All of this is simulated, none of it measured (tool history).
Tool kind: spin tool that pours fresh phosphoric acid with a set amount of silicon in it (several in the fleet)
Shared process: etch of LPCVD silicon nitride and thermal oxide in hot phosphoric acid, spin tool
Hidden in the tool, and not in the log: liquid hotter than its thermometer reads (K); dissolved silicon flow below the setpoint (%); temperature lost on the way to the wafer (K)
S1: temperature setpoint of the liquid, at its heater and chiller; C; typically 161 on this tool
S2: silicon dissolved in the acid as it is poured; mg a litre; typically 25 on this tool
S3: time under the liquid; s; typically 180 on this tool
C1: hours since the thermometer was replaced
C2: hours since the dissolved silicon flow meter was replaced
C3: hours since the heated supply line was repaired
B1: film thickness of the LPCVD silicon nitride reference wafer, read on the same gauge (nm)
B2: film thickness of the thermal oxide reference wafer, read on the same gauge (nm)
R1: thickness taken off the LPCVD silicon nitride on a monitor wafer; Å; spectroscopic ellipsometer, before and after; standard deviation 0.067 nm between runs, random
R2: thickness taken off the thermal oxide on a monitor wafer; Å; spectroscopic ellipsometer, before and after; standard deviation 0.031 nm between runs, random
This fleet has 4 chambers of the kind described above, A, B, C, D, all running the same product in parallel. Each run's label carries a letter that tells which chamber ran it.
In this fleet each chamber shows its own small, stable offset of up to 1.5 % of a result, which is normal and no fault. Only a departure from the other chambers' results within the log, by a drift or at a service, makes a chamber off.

{"run": "1D", "hour": 4.7, "S1": 161, "S2": 25, "S3": 180, "C1": 2454.6, "C2": 159.7, "C3": 801.9, "B1": 30.013, "B2": 109.99, "R1": 185.05, "R2": 2.7419}
{"run": "2C", "hour": 10.1, "S1": 161, "S2": 25, "S3": 180, "C1": 590.4, "C2": 474.6, "C3": 3331.9, "B1": 30.018, "B2": 109.99, "R1": 180.69, "R2": 2.5609}
{"run": "3B", "hour": 13.5, "S1": 161, "S2": 25, "S3": 180, "C1": 1134.6, "C2": 621.2, "C3": 926.5, "B1": 30.021, "B2": 110.03, "R1": 183.63, "R2": 2.9045}
{"run": "4A", "hour": 17.4, "S1": 161, "S2": 25, "S3": 180, "C1": 511.8, "C2": 988.9, "C3": 1747.8, "B1": 29.994, "B2": 109.98, "R1": 183.89, "R2": 2.8902}
{"run": "5C", "hour": 23.5, "S1": 161, "S2": 25, "S3": 180, "C1": 603.8, "C2": 488.0, "C3": 3345.3, "B1": 30.029, "B2": 110.01, "R1": 180.49, "R2": 2.2583}
{"run": "6D", "hour": 27.9, "S1": 161, "S2": 25, "S3": 180, "C1": 2477.8, "C2": 182.9, "C3": 825.1, "B1": 30.003, "B2": 109.99, "R1": 184.61, "R2": 2.5631}
{"run": "7A", "hour": 34.4, "S1": 161, "S2": 25, "S3": 180, "C1": 528.8, "C2": 1005.9, "C3": 1764.8, "B1": 29.988, "B2": 110.05, "R1": 183.95, "R2": 2.8609}
{"run": "8B", "hour": 40.7, "S1": 161, "S2": 25, "S3": 180, "C1": 1161.8, "C2": 648.4, "C3": 953.7, "B1": 30.032, "B2": 110.02, "R1": 184.32, "R2": 2.6184}
{"run": "9B", "hour": 45.1, "S1": 161, "S2": 25, "S3": 265, "C1": 1166.2, "C2": 652.8, "C3": 958.1, "B1": 29.977, "B2": 109.98, "R1": 269.44, "R2": 3.9828}
{"run": "10D", "hour": 51.3, "S1": 161, "S2": 25, "S3": 265, "C1": 2501.2, "C2": 206.3, "C3": 848.5, "B1": 29.976, "B2": 109.95, "R1": 272.27, "R2": 4.0762}
{"run": "11A", "hour": 55.6, "S1": 161, "S2": 25, "S3": 265, "C1": 550.0, "C2": 1027.1, "C3": 1786.0, "B1": 30.01, "B2": 109.98, "R1": 269.89, "R2": 4.5065}
{"run": "12C", "hour": 61.2, "S1": 161, "S2": 25, "S3": 265, "C1": 641.5, "C2": 525.7, "C3": 3383.0, "B1": 30.011, "B2": 109.99, "R1": 265.65, "R2": 3.6733}
{"run": "13A", "hour": 67.7, "S1": 161, "S2": 25, "S3": 260, "C1": 562.1, "C2": 1039.2, "C3": 1798.1, "B1": 29.977, "B2": 109.99, "R1": 266.54, "R2": 4.2397}
{"run": "14D", "hour": 73.2, "S1": 161, "S2": 25, "S3": 260, "C1": 2523.1, "C2": 228.2, "C3": 870.4, "B1": 30.04, "B2": 110.01, "R1": 265.52, "R2": 3.9326}
{"run": "15B", "hour": 76.8, "S1": 161, "S2": 25, "S3": 260, "C1": 1197.9, "C2": 684.5, "C3": 989.8, "B1": 29.976, "B2": 110.01, "R1": 262.76, "R2": 4.3187}
{"run": "16C", "hour": 82.0, "S1": 161, "S2": 25, "S3": 260, "C1": 662.3, "C2": 546.5, "C3": 3403.8, "B1": 29.987, "B2": 110.03, "R1": 260.81, "R2": 4.218}
{"run": "17C", "hour": 88.1, "S1": 161, "S2": 25, "S3": 180, "C1": 668.4, "C2": 552.6, "C3": 3409.9, "B1": 30.036, "B2": 110.01, "R1": 180.91, "R2": 2.4699}
{"run": "18B", "hour": 94.2, "S1": 161, "S2": 25, "S3": 180, "C1": 1215.3, "C2": 701.9, "C3": 1007.2, "B1": 30.016, "B2": 110.01, "R1": 182.93, "R2": 2.6012}
{"run": "19A", "hour": 100.0, "S1": 161, "S2": 25, "S3": 180, "C1": 594.4, "C2": 1071.5, "C3": 1830.4, "B1": 30.036, "B2": 109.97, "R1": 184.02, "R2": 2.1729}
{"run": "20D", "hour": 104.2, "S1": 161, "S2": 25, "S3": 180, "C1": 2554.1, "C2": 259.2, "C3": 901.4, "B1": 29.994, "B2": 110.02, "R1": 185.64, "R2": 2.9591}
{"run": "21B", "hour": 107.3, "S1": 161, "S2": 25, "S3": 180, "C1": 1228.4, "C2": 715.0, "C3": 1020.3, "B1": 29.951, "B2": 109.96, "R1": 183.3, "R2": 2.9119}
{"run": "22A", "hour": 113.0, "S1": 159, "S2": 25, "S3": 180, "C1": 607.4, "C2": 1084.5, "C3": 1843.4, "B1": 30.028, "B2": 109.97, "R1": 172.38, "R2": 2.6647}
{"run": "23D", "hour": 119.0, "S1": 159, "S2": 25, "S3": 180, "C1": 2568.9, "C2": 274.0, "C3": 916.2, "B1": 30.014, "B2": 110.01, "R1": 173.66, "R2": 1.8051}
{"run": "24C", "hour": 122.8, "S1": 159, "S2": 25, "S3": 180, "C1": 703.1, "C2": 587.3, "C3": 3444.6, "B1": 30.028, "B2": 109.98, "R1": 169.08, "R2": 2.1132}
{"run": "25B", "hour": 127.2, "S1": 159, "S2": 25, "S3": 180, "C1": 1248.3, "C2": 734.9, "C3": 1040.2, "B1": 29.97, "B2": 110.04, "R1": 170.02, "R2": 2.6729}
{"run": "26A", "hour": 133.4, "S1": 160, "S2": 25, "S3": 180, "C1": 627.8, "C2": 1104.9, "C3": 1863.8, "B1": 30.007, "B2": 110.0, "R1": 178.58, "R2": 2.4105}
{"run": "27C", "hour": 136.4, "S1": 160, "S2": 25, "S3": 180, "C1": 716.7, "C2": 600.9, "C3": 3458.2, "B1": 30.011, "B2": 110.0, "R1": 173.65, "R2": 2.5755}
{"run": "28D", "hour": 140.0, "S1": 160, "S2": 25, "S3": 180, "C1": 2589.9, "C2": 295.0, "C3": 937.2, "B1": 29.996, "B2": 109.99, "R1": 178.48, "R2": 2.7948}
{"run": "29C", "hour": 143.2, "S1": 160, "S2": 25, "S3": 180, "C1": 723.5, "C2": 607.7, "C3": 3465.0, "B1": 29.969, "B2": 110.01, "R1": 174.62, "R2": 2.2846}
{"run": "30A", "hour": 147.5, "S1": 161, "S2": 25, "S3": 180, "C1": 641.9, "C2": 1119.0, "C3": 1877.9, "B1": 30.004, "B2": 110.01, "R1": 184.96, "R2": 2.5345}
{"run": "31D", "hour": 152.9, "S1": 161, "S2": 25, "S3": 180, "C1": 2602.8, "C2": 307.9, "C3": 950.1, "B1": 30.034, "B2": 109.96, "R1": 186.13, "R2": 2.3885}
{"run": "32B", "hour": 159.3, "S1": 161, "S2": 25, "S3": 180, "C1": 1280.4, "C2": 767.0, "C3": 1072.3, "B1": 29.968, "B2": 110.01, "R1": 184.12, "R2": 2.6016}
{"run": "33B", "hour": 164.3, "S1": 161, "S2": 25, "S3": 180, "C1": 1285.4, "C2": 772.0, "C3": 1077.3, "B1": 29.996, "B2": 110.02, "R1": 181.8, "R2": 3.1056}
{"run": "34C", "hour": 168.9, "S1": 161, "S2": 25, "S3": 180, "C1": 749.2, "C2": 633.4, "C3": 3490.7, "B1": 30.003, "B2": 110.0, "R1": 180.2, "R2": 3.0144}
{"run": "35A", "hour": 174.1, "S1": 161, "S2": 25, "S3": 180, "C1": 668.5, "C2": 1145.6, "C3": 1904.5, "B1": 30.0, "B2": 109.98, "R1": 183.19, "R2": 2.8262}
{"run": "36D", "hour": 179.9, "S1": 161, "S2": 25, "S3": 180, "C1": 2629.8, "C2": 334.9, "C3": 977.1, "B1": 30.015, "B2": 110.03, "R1": 184.89, "R2": 2.9538}
{"run": "37B", "hour": 183.7, "S1": 161, "S2": 25, "S3": 180, "C1": 1304.8, "C2": 791.4, "C3": 1096.7, "B1": 30.006, "B2": 109.99, "R1": 184.12, "R2": 3.3872}
{"run": "38A", "hour": 188.8, "S1": 161, "S2": 25, "S3": 120, "C1": 683.2, "C2": 1160.3, "C3": 1919.2, "B1": 30.004, "B2": 109.99, "R1": 122.77, "R2": 1.7864}
{"run": "39C", "hour": 195.4, "S1": 161, "S2": 25, "S3": 120, "C1": 775.7, "C2": 659.9, "C3": 3517.2, "B1": 29.989, "B2": 109.98, "R1": 120.13, "R2": 1.8236}

Next, every chamber runs the same settings. What will each give?
{"run": "40A", "hour": 200.2, "S1": 161, "S2": 25, "S3": 180, "R1": "?", "R2": "?"}
{"run": "40B", "hour": 200.2, "S1": 161, "S2": 25, "S3": 180, "R1": "?", "R2": "?"}
{"run": "40C", "hour": 200.2, "S1": 161, "S2": 25, "S3": 180, "R1": "?", "R2": "?"}
{"run": "40D", "hour": 200.2, "S1": 161, "S2": 25, "S3": 180, "R1": "?", "R2": "?"}

run=40A R1=183.38 R2=3.1400
run=40B R1=182.23 R2=2.8789
run=40C R1=179.43 R2=2.8003
run=40D R1=184.35 R2=2.4124

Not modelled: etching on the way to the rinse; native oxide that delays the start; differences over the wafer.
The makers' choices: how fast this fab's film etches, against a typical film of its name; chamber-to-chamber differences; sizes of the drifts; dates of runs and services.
